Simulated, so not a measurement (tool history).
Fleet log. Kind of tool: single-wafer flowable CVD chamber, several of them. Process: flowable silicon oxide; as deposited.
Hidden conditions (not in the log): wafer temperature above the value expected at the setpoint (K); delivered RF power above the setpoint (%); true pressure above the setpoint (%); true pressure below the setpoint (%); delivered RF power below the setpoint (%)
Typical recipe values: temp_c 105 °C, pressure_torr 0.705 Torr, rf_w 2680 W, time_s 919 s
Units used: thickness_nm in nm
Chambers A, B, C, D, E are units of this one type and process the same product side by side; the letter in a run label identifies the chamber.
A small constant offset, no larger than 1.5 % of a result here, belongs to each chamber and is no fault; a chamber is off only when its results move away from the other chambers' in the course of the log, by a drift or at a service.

run,day,temp_c,pressure_torr,rf_w,time_s,hours since the last thermocouple change,hours since the last RF generator calibration,hours since the last manometer calibration,"read-back reference wafer on the same gauge, thickness_nm",thickness_nm
1D,0.117,105,0.705,2680,919,393.8,1587.7,937.7,412.16,417.04
2B,0.342,105,0.705,2680,919,438.1,1312.0,502.5,412.11,417.88
3E,0.475,105,0.705,2680,919,1533.4,439.6,1269.1,412.07,411.30
4A,0.700,105,0.705,2680,919,562.8,378.7,2680.2,412.31,419.90
5C,0.838,105,0.705,2680,919,174.8,600.7,2199.3,411.94,418.52
6C,1.004,105,0.705,2680,919,178.8,604.7,2203.3,411.82,418.89
7D,1.208,119,0.705,2980,919,420.0,1613.9,963.9,412.02,271.81
8B,1.417,119,0.705,2980,919,463.9,1337.8,528.3,412.05,268.85
9A,1.538,119,0.705,2980,919,582.9,398.8,2700.3,412.16,272.53
10E,1.658,119,0.705,2980,919,1561.8,468.0,1297.5,411.98,269.35
11E,1.817,119,0.705,2980,919,1565.6,471.8,1301.3,412.06,268.88
12A,2.021,105,0.705,2680,919,594.5,410.4,2711.9,411.88,421.75
13D,2.179,105,0.705,2680,919,443.3,1637.2,987.2,412.08,418.25
14C,2.371,105,0.705,2680,919,211.6,637.5,2236.1,411.87,418.75
15B,2.512,105,0.705,2680,919,490.2,1364.1,554.6,411.82,417.71
# day 2.650: chamber B: RF generator calibrated
16E,2.700,105,0.842,2680,838,1586.8,493.0,1322.5,412.01,475.16
17D,2.842,105,0.842,2680,838,459.2,1653.1,1003.1,412.22,484.98
18C,2.954,105,0.842,2680,838,225.6,651.5,2250.1,411.88,485.19
19A,3.121,105,0.842,2680,838,620.9,436.8,2738.3,411.94,484.40
20B,3.267,105,0.842,2680,838,508.3,14.8,572.7,412.02,480.60
21E,3.412,105,0.705,2680,919,1603.9,510.1,1339.6,412.10,412.54
22A,3.550,105,0.705,2680,919,631.2,447.1,2748.6,411.92,422.01
23D,3.662,105,0.705,2680,919,478.9,1672.8,1022.8,412.05,415.83
24B,3.779,105,0.705,2680,919,520.6,27.1,585.0,411.97,418.60
25C,3.925,105,0.705,2680,919,248.9,674.8,2273.4,411.94,418.86
26C,4.117,105,0.705,2680,919,253.5,679.4,2278.0,411.92,418.42
27B,4.238,105,0.705,2680,919,531.6,38.1,596.0,412.04,417.11
# day 4.392: chamber A: capacitance manometer re-zeroed and calibrated
28D,4.446,105,0.705,2680,919,497.7,1691.6,1041.6,411.88,418.01
29E,4.546,100,0.705,2680,919,1631.1,537.3,1366.8,411.99,487.53
30A,4.775,100,0.705,2680,919,660.6,476.5,9.2,412.07,512.47
31D,4.900,100,0.705,2680,919,508.6,1702.5,1052.5,411.73,494.89
32E,5.042,100,0.705,2680,919,1643.0,549.2,1378.7,412.01,487.59
33A,5.221,100,0.705,2680,919,671.3,487.2,19.9,411.87,512.55
34C,5.346,105,0.705,2680,919,283.0,708.9,2307.5,412.03,417.49
35B,5.575,105,0.705,2680,919,563.7,70.2,628.1,411.88,416.87
36B,5.804,105,0.705,2680,919,569.2,75.7,633.6,412.08,418.66
37D,6.008,117,0.705,2920,919,535.2,1729.1,1079.1,411.88,287.63
38A,6.138,117,0.705,2920,919,693.3,509.2,41.9,411.97,297.13
39E,6.250,117,0.705,2920,919,1672.0,578.2,1407.7,411.91,283.98
40C,6.433,117,0.705,2920,919,309.1,735.0,2333.6,412.08,288.40
41B,6.542,117,0.705,2920,919,586.9,93.4,651.3,411.85,284.56
42D,6.658,105,0.705,2680,919,550.8,1744.7,1094.7,412.01,415.94
43A,6.804,105,0.705,2680,919,709.3,525.2,57.9,411.96,433.84

Is one chamber off against the others, does the gauge drift, or is nothing wrong? If a chamber is off, say which, and what the likeliest cause is.

Chamber A came out of a service off from its peers and stayed that way.
Most likely cause: true pressure above the setpoint (%) = 2.

Here are 4 candidates for chamber A's next run, each the usual settings with a change, their results left as question marks. Which one brings its results back in line with what the others give on the usual settings?
In-line tolerance around the mean of the other chambers on the usual settings: thickness_nm 3.30 nm
44A-1,6.967,104,0.705,2680,924,,,,,?
44A-2,6.967,106,0.705,2680,914,,,,,?
44A-3,6.967,106,0.696,2680,914,,,,,?
44A-4,6.967,104,0.714,2680,924,,,,,?

Average result of the remaining chambers running the usual settings: thickness_nm 416.39 nm
run,thickness_nm
44A-1,450.38
44A-2,416.53
44A-3,409.34
44A-4,458.17
44A-2 brings the chamber back in line.
